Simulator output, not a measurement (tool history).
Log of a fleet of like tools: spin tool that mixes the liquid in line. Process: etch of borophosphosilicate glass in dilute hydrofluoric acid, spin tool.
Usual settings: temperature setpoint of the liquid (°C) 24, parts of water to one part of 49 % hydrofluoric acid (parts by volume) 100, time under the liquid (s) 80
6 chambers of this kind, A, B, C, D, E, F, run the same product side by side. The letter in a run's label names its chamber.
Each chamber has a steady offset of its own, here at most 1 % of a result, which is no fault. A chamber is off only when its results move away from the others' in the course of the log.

run,hour,temperature setpoint of the liquid (°C),parts of water to one part of 49 % hydrofluoric acid (parts by volume),time under the liquid (s),"read-back film thickness of the borophosphosilicate glass reference wafer, read on the same gauge (nm)",thickness taken off the borophosphosilicate glass on a monitor wafer (nm)
1C,10.4,24,100,80,90.032,27.389
2D,20.7,24,100,80,89.976,27.433
3F,25.7,24,100,80,89.961,27.622
4B,30.6,24,100,80,89.985,27.321
5E,38,24,100,80,90.009,27.364
6A,47.6,24,100,80,89.98,27.069
7D,54,24,100,80,90.012,27.323
8C,64.1,24,100,80,90.025,26.921
9E,72.5,24,100,80,90.027,27.158
10B,81.1,24,100,80,90.027,27.336
# hour 83: chamber B: hydrofluoric acid flow meter replaced
# hour 83.6: chamber A: hydrofluoric acid flow meter replaced
11F,88.9,24,135,95,89.976,23.284
# hour 93.2: chamber D: hydrofluoric acid flow meter replaced
12A,95.3,24,135,95,89.987,22.802
13C,101.4,24,135,95,90.001,22.702
14A,108.4,24,135,95,89.99,23.173
15D,115.2,24,135,95,89.986,23.366
16F,123.6,24,135,95,90.011,23.179
17B,128.8,24,100,80,90.026,27.095
18E,139.6,24,100,80,90.009,27.16
19E,149.2,24,100,80,90.018,27.108
20F,157.2,24,100,80,89.983,27.544
21C,167,24,100,80,89.952,27.456
22A,176.7,27,65,80,89.999,49.196
# hour 178.2: chamber F: hydrofluoric acid flow meter replaced
23D,186.4,27,65,80,89.997,48.752
24B,193.2,27,65,80,89.99,49.14
25A,204.1,27,65,80,89.968,49.404
26F,214.2,27,65,80,89.989,49.485
27C,220.7,27,65,80,90.001,49.236
28D,231.4,24,100,80,89.995,27.139
29E,238.7,24,100,80,89.967,27.237
30B,248.5,24,100,80,90.009,27.385
31B,254.2,24,100,80,89.989,27.354
32C,259,24,100,80,90.003,27.117
33F,269.8,24,100,80,90.025,27.247
34E,279.1,24,100,80,90.025,27.221
# hour 287.4: chamber E: hydrofluoric acid flow meter replaced
35D,289.8,24,100,80,89.968,27.404
36A,301.1,24,70,120,89.986,60.23
37E,310.3,24,70,120,90.035,60.401
38A,320.7,24,70,120,89.98,60.565

All 6 chambers run these settings next. Forecast each chamber's results:
39A,328.8,26.5,100,80,,?
39B,328.8,26.5,100,80,,?
39C,328.8,26.5,100,80,,?
39D,328.8,26.5,100,80,,?
39E,328.8,26.5,100,80,,?
39F,328.8,26.5,100,80,,?

run,thickness taken off the borophosphosilicate glass on a monitor wafer (nm)
39A,29.843
39B,29.816
39C,29.8
39D,30.198
39E,29.924
39F,30.242

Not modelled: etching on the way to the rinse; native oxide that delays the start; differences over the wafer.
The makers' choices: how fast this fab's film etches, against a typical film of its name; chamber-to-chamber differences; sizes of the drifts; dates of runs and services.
